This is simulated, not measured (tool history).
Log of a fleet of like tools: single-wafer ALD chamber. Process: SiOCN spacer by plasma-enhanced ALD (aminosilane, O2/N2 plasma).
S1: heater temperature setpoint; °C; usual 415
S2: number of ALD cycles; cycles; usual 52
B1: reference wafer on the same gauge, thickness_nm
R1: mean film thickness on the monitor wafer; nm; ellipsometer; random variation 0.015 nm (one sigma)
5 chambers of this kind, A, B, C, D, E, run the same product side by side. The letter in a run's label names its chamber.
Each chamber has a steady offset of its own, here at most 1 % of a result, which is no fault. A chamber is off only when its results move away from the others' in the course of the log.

Run 1D, day 0.179: usual settings; B1 2.6219. Result: R1 2.9719 nm.
Run 2C, day 0.292: usual settings; B1 2.6199. Result: R1 3.0476 nm.
Run 3A, day 0.433: usual settings; B1 2.6192. Result: R1 2.9848 nm.
Run 4E, day 0.654: usual settings; B1 2.6167. Result: R1 2.9839 nm.
Run 5B, day 0.846: usual settings; B1 2.6191. Result: R1 3.0109 nm.
Run 6B, day 1.038: usual settings; B1 2.6169. Result: R1 3.0027 nm.
Run 7E, day 1.279: usual settings; B1 2.6212. Result: R1 2.9808 nm.
Run 8C, day 1.412: usual settings; B1 2.6227. Result: R1 3.0194 nm.
Run 9D, day 1.562: usual settings; B1 2.6176. Result: R1 2.9743 nm.
Run 10A, day 1.75: usual settings; B1 2.6197. Result: R1 2.9885 nm.
Run 11E, day 1.929: usual settings; B1 2.6177. Result: R1 2.9737 nm.
Run 12B, day 2.096: usual settings; B1 2.6196. Result: R1 3.0359 nm.
Run 13C, day 2.283: usual settings; B1 2.6213. Result: R1 3.0309 nm.
Run 14A, day 2.404: usual settings; B1 2.6204. Result: R1 2.9871 nm.
Run 15D, day 2.575: usual settings; B1 2.6221. Result: R1 2.974 nm.
Run 16C, day 2.833: usual settings; B1 2.6218. Result: R1 3.0236 nm.
Run 17B, day 3.038: usual settings but S1 402 °C, S2 59 cycles; B1 2.6211. Result: R1 3.546 nm.
Run 18A, day 3.162: usual settings but S1 402 °C, S2 59 cycles; B1 2.6159. Result: R1 3.5161 nm.
Run 19E, day 3.304: usual settings but S1 402 °C, S2 59 cycles; B1 2.6223. Result: R1 3.5282 nm.
Run 20D, day 3.538: usual settings but S1 402 °C, S2 59 cycles; B1 2.6232. Result: R1 3.5074 nm.
Run 21E, day 3.667: usual settings but S1 402 °C, S2 59 cycles; B1 2.6194. Result: R1 3.5179 nm.
Run 22A, day 3.925: usual settings; B1 2.6198. Result: R1 2.9796 nm.
Run 23D, day 4.117: usual settings; B1 2.6196. Result: R1 2.9849 nm.
Run 24B, day 4.333: usual settings; B1 2.6205. Result: R1 3.0188 nm.
Run 25C, day 4.525: usual settings but S1 408 °C, S2 62 cycles; B1 2.617. Result: R1 3.6799 nm.
Run 26B, day 4.646: usual settings but S1 408 °C, S2 62 cycles; B1 2.6208. Result: R1 3.6847 nm.
Run 27D, day 4.775: usual settings but S1 408 °C, S2 62 cycles; B1 2.6212. Result: R1 3.6128 nm.
Run 28E, day 4.929: usual settings but S1 408 °C, S2 62 cycles; B1 2.6181. Result: R1 3.655 nm.
Run 29C, day 5.096: usual settings but S1 408 °C, S2 62 cycles; B1 2.6185. Result: R1 3.684 nm.
Run 30A, day 5.246: usual settings; B1 2.6183. Result: R1 2.9937 nm.
Run 31D, day 5.438: usual settings; B1 2.6191. Result: R1 2.9684 nm.
Run 32A, day 5.571: usual settings; B1 2.62. Result: R1 2.9907 nm.

Is one chamber off against the others, does the gauge drift, or is nothing wrong? If a chamber is off, say which, and what the likeliest cause is.

No chamber stands off beyond its own small offset, and the gauge holds steady.
